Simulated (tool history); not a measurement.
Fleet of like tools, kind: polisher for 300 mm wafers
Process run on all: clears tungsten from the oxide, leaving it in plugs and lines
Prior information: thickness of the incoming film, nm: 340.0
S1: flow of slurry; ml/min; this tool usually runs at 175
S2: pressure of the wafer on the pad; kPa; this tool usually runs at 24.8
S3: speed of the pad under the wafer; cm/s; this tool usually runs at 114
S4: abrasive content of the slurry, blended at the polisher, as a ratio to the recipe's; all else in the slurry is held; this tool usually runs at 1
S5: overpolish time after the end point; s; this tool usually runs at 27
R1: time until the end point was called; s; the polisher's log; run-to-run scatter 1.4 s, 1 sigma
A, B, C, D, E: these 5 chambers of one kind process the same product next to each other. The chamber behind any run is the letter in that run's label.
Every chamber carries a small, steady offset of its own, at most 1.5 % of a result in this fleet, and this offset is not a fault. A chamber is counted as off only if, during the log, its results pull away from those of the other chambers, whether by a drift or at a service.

run,hour,S1,S2,S3,S4,S5,R1
# hour 9.7: chamber C: slurry tank refilled with fresh slurry and peroxide
1C,9.8,175,24.8,114,1,27,75.401
# hour 18.8: chamber B: slurry blender recalibrated
# hour 18.8: chamber C: worn pad replaced by a new one
2E,19.4,175,24.8,114,1,27,79.565
3D,27.8,175,24.8,114,1,27,76.451
4B,37.5,175,24.8,114,1,27,74.561
5A,44.4,175,24.8,114,1,27,73.508
# hour 48.5: chamber A: slurry tank refilled with fresh slurry and peroxide
6D,53.9,175,24.8,114,0.85,27,77.186
# hour 54.4: chamber D: slurry blender recalibrated
# hour 57.3: chamber C: slurry tank refilled with fresh slurry and peroxide
# hour 58.7: chamber C: slurry blender recalibrated
7C,62,175,24.8,114,0.85,27,78.183
8E,68.9,175,24.8,114,0.85,27,81.434
# hour 70.8: chamber E: slurry tank refilled with fresh slurry and peroxide
# hour 76.6: chamber D: worn pad replaced by a new one
9A,77.3,175,24.8,114,0.85,27,76.761
10B,85.5,175,24.8,114,0.85,27,79.253
11D,93.3,175,24.8,114,1,27,76.931
12B,98.9,175,24.8,114,1,27,77.583
# hour 99.1: chamber A: worn pad replaced by a new one
# hour 103.8: chamber E: worn pad replaced by a new one
13C,104,175,24.8,114,1,27,75.544
# hour 110.5: chamber E: slurry nozzle cleaned
14A,111.4,175,24.8,114,1,27,77.426
# hour 112.9: chamber E: slurry blender recalibrated
# hour 114.2: chamber C: slurry tank refilled with fresh slurry and peroxide
15E,119.3,175,24.8,114,1,27,76.151
# hour 125.8: chamber B: slurry tank refilled with fresh slurry and peroxide
# hour 127.4: chamber C: worn pad replaced by a new one
16A,128.4,175,24.8,114,1,27,77.454
# hour 133.8: chamber A: slurry blender recalibrated
17E,134.3,175,24.8,114,1,27,76.966
18C,143.5,235,24.8,114,1,27,73.556
# hour 152.1: chamber B: worn pad replaced by a new one
19B,152.8,235,24.8,114,1,27,74.883
20D,161.4,235,24.8,114,1,27,76.698
21C,169.2,235,24.8,114,1,27,71.41
# hour 171.3: chamber C: slurry tank refilled with fresh slurry and peroxide
22E,174.4,235,24.8,114,1,27,73.297
# hour 176.2: chamber D: worn pad replaced by a new one
23B,178.7,175,24.8,114,1,27,75.099
24A,183.9,175,24.8,114,1,27,76.574
# hour 185.3: chamber A: head pressure recalibrated
25D,190.8,175,24.8,114,1,27,82.767
26B,197.6,175,24.8,114,1,27,78.185
27C,202.1,175,24.8,114,1,27,77.045
28A,207.6,175,24.8,114,1,27,77.036
29D,216.8,175,24.8,114,1,27,86.084
# hour 220.2: chamber C: slurry tank refilled with fresh slurry and peroxide
30E,222.3,175,24.8,114,1,27,78.139
# hour 222.6: chamber E: worn pad replaced by a new one
# hour 228.8: chamber C: worn pad replaced by a new one
31A,231.4,175,24.8,114,1,27,77.166
# hour 238.2: chamber E: slurry tank refilled with fresh slurry and peroxide
32B,238.2,175,24.8,114,1,27,74.551
33E,248,175,24.8,114,1,27,74.99
34C,255.8,175,24.8,114,1,27,75.881

The same settings go to every chamber for the next run, one line per chamber below. Forecast the results for each:
35A,262.9,175,24.8,114,1,27,?
35B,262.9,175,24.8,114,1,27,?
35C,262.9,175,24.8,114,1,27,?
35D,262.9,175,24.8,114,1,27,?
35E,262.9,175,24.8,114,1,27,?

run,R1
35A,76.02
35B,76.734
35C,76.622
35D,88.318
35E,75.075

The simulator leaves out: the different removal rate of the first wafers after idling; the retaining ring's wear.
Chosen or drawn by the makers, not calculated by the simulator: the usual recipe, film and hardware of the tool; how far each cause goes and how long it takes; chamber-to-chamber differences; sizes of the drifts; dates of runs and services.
